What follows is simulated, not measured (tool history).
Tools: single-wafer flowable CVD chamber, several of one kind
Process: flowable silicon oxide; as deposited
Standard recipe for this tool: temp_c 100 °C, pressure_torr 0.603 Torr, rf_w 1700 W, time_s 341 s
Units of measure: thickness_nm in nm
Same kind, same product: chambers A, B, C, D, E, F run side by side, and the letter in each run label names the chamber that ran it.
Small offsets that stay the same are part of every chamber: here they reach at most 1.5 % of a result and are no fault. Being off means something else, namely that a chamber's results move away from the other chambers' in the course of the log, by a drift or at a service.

run,hour,temp_c,pressure_torr,rf_w,time_s,hours since the last thermocouple change,hours since the last RF generator calibration,hours since the last manometer calibration,"read-back reference wafer on the same gauge, thickness_nm",thickness_nm
1A,3.5,100,0.603,1700,341,1368.1,1049.2,532.4,138.98,134.45
2D,7.2,100,0.603,1700,341,1308.2,1592,2458.6,138.81,135.77
3E,11.3,100,0.603,1700,341,636.8,692.6,1477.1,139.19,135.09
# hour 13.7: chamber D: capacitance manometer re-zeroed and calibrated
4C,14.9,100,0.603,1700,341,686.1,1288.1,1235.3,138.9,136.33
5F,18.4,100,0.603,1700,341,1965.4,124.4,570.6,138.97,135.93
6B,21.4,100,0.603,1700,341,1002,217.1,600.6,139,135.95
7D,25.4,100,0.603,1700,341,1326.4,1610.2,11.7,139.02,135.61
8F,29,100,0.603,1580,341,1976,135,581.2,138.93,133.78
9E,31,100,0.603,1580,341,656.5,712.3,1496.8,139.01,132.98
10C,35.5,100,0.603,1580,341,706.7,1308.7,1255.9,138.99,133.23
11A,38.1,100,0.603,1580,341,1402.7,1083.8,567,139.02,132.04
12B,40.7,100,0.603,1580,341,1021.3,236.4,619.9,138.98,133.49
13A,44.3,100,0.603,1580,341,1408.9,1090,573.2,138.87,131.8
14E,46.9,100,0.603,1700,341,672.4,728.2,1512.7,139.06,134.31
15F,49.3,100,0.603,1700,341,1996.3,155.3,601.5,139,136.42
# hour 51.8: chamber A: thermocouple changed; heater temperature recalibrated
16C,53.3,100,0.603,1700,341,724.5,1326.5,1273.7,139.07,135.24
17B,56.1,100,0.603,1700,341,1036.7,251.8,635.3,138.96,135.13
18D,60.1,100,0.603,1700,341,1361.1,1644.9,46.4,139.04,135.43
19E,63.8,100,0.603,1700,341,689.3,745.1,1529.6,139.02,135.05
20C,66.3,100,0.603,1700,341,737.5,1339.5,1286.7,139.05,136.03
21D,68.6,100,0.603,1850,341,1369.6,1653.4,54.9,139.03,138.01
22F,71.8,100,0.603,1850,341,2018.8,177.8,624,139.06,140.29
23B,76.1,100,0.603,1850,341,1056.7,271.8,655.3,139.03,139.57
24A,80,100,0.603,1850,341,28.3,1125.7,608.9,139.01,134.35
25A,82.7,100,0.603,1850,341,31,1128.4,611.6,139.05,134.69
26E,85.1,100,0.603,1850,341,710.6,766.4,1550.9,139.01,138.18
# hour 86.5: chamber D: RF generator calibrated
27C,89,100,0.603,1700,341,760.2,1362.2,1309.4,139,135.38
28F,92,110,0.603,1700,341,2039,198,644.2,138.88,97.987
29D,95.3,110,0.603,1700,341,1396.3,8.9,81.6,139.04,97.305
30B,97.4,110,0.603,1700,341,1078,293.1,676.6,139.12,97.931
31F,100.3,110,0.603,1700,341,2047.3,206.3,652.5,139.06,98.667
32B,102.3,110,0.603,1700,341,1082.9,298,681.5,138.96,97.86
33A,106.6,110,0.603,1700,341,54.9,1152.3,635.5,138.99,94.79
34E,109.4,100,0.603,1700,341,734.9,790.7,1575.2,139.07,135.15
35D,112,100,0.603,1700,341,1413,25.6,98.3,139.07,135.56
36C,114.7,100,0.685,1865,341,785.9,1387.9,1335.1,139.09,165.06
37D,117,100,0.685,1865,341,1418,30.6,103.3,139.03,164.14
38E,119.1,100,0.685,1865,341,744.6,800.4,1584.9,138.98,164.59
39A,123.1,100,0.685,1865,341,71.4,1168.8,652,138.92,160.92
40F,126.9,100,0.685,1865,341,2073.9,232.9,679.1,138.97,166.22
41C,130.4,100,0.685,1865,341,801.6,1403.6,1350.8,138.94,165.44

What goes on in this fleet: one chamber off, a drifting gauge, or nothing beyond the chambers' own small offsets? Name the chamber and the cause, if any.

Chamber A has stood off from the others ever since a service on it.
Cause: wafer temperature above the value expected at the setpoint (K) = 0.75.

Chamber A could run next with any of the 4 candidate recipes listed below; each alters the usual settings, and their results appear as question marks. Which one brings its results back in line with what the other chambers deliver on the usual settings?
Counts as in line when no further than this from what the other chambers average on the usual settings: thickness_nm 1.5 nm
42A-1,133.6,100,0.617,1700,341,,,,,?
42A-2,133.6,100,0.589,1700,341,,,,,?
42A-3,133.6,100,0.6,1700,340,,,,,?
42A-4,133.6,100,0.606,1700,342,,,,,?

On the usual settings, the other chambers give on average: thickness_nm 135.61 nm
run,thickness_nm
42A-1,135.7
42A-2,126.95
42A-3,129.99
42A-4,132.64
42A-1 brings the chamber back in line.
